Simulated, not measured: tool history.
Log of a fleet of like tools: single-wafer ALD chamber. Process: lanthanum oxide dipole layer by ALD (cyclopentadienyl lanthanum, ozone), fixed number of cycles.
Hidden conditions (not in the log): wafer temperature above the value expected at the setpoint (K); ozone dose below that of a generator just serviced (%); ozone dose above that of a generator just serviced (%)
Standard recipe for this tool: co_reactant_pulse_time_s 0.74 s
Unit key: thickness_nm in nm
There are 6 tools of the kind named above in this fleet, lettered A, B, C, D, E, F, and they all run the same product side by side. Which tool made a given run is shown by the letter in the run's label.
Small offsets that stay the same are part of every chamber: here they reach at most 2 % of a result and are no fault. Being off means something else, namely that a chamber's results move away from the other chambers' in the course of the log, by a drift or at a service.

run,hour,co_reactant_pulse_time_s,hours since the last thermocouple change,hours since the last ozone generator service,"read-back reference wafer on the same gauge, thickness_nm",thickness_nm
# hour 3.8: chamber F: ozone generator serviced
# hour 6.5: chamber F: thermocouple changed; heater temperature recalibrated
1F,6.5,0.74,0.0,2.7,0.44063,0.43841
2A,11.4,0.74,2049.7,483.9,0.44059,0.44935
3E,16.4,0.74,806.7,261.3,0.44114,0.44647
4C,24.6,0.74,489.4,413.4,0.44130,0.43583
5D,33.1,0.74,898.7,1028.0,0.44070,0.44378
6B,42.5,0.74,217.1,798.7,0.44126,0.45268
7B,47.0,0.74,221.6,803.2,0.44109,0.45054
8F,55.0,0.74,48.5,51.2,0.44078,0.43940
9D,64.2,0.74,929.8,1059.1,0.44098,0.44774
10A,70.6,0.74,2108.9,543.1,0.44118,0.44595
11E,79.9,0.74,870.2,324.8,0.44156,0.44715
12C,86.5,0.74,551.3,475.3,0.44109,0.44253
13B,95.6,0.74,270.2,851.8,0.44108,0.45260
14F,101.7,0.74,95.2,97.9,0.44003,0.43718
15A,109.0,0.74,2147.3,581.5,0.44062,0.44464
16D,117.7,0.74,983.3,1112.6,0.44135,0.44589
17C,126.4,0.74,591.2,515.2,0.44085,0.44592
18E,134.3,0.74,924.6,379.2,0.44086,0.44647
19C,140.0,0.59,604.8,528.8,0.44127,0.39750
20F,146.3,0.59,139.8,142.5,0.44113,0.39161
# hour 150.8: chamber A: ozone generator serviced
21E,155.2,0.59,945.5,400.1,0.44102,0.39893
22B,160.9,0.59,335.5,917.1,0.44087,0.40489
23D,170.5,0.59,1036.1,1165.4,0.44081,0.40138
24A,178.3,0.59,2216.6,27.5,0.44171,0.40047
25C,186.2,0.74,651.0,575.0,0.44081,0.43711
26A,194.5,0.74,2232.8,43.7,0.44090,0.45448
27D,204.6,0.74,1070.2,1199.5,0.44172,0.45019
28E,213.2,0.74,1003.5,458.1,0.44039,0.45065
29F,221.1,0.74,214.6,217.3,0.44092,0.43707
30B,228.6,0.74,403.2,984.8,0.44074,0.45055
# hour 232.2: chamber A: thermocouple changed; heater temperature recalibrated
31A,237.2,0.74,5.1,86.4,0.44063,0.44656
32E,244.2,0.74,1034.5,489.1,0.44095,0.44893
33D,250.8,0.96,1116.4,1245.7,0.44100,0.49385
34B,258.7,0.96,433.3,1014.9,0.44210,0.49812
35F,264.4,0.96,257.9,260.6,0.44170,0.48210
36C,274.2,0.96,739.0,663.0,0.44066,0.48294
37E,283.8,0.96,1074.1,528.7,0.44087,0.48961
38F,293.9,0.96,287.4,290.1,0.44106,0.48254
39B,303.9,0.74,478.5,1060.1,0.44072,0.45431
40A,312.1,0.74,80.0,161.3,0.44047,0.44736
41C,318.4,0.74,783.2,707.2,0.44054,0.44493
42D,323.3,0.74,1188.9,1318.2,0.44101,0.44296
43A,329.0,0.74,96.9,178.2,0.44051,0.44956
44C,338.1,0.74,802.9,726.9,0.44076,0.44382

Next, all 6 chambers run the settings below, one line each with question marks for the results. What does each chamber give?
45A,345.4,0.59,,,,?
45B,345.4,0.59,,,,?
45C,345.4,0.59,,,,?
45D,345.4,0.59,,,,?
45E,345.4,0.59,,,,?
45F,345.4,0.59,,,,?

run,thickness_nm
45A,0.39886
45B,0.40585
45C,0.39767
45D,0.39674
45E,0.39804
45F,0.39081
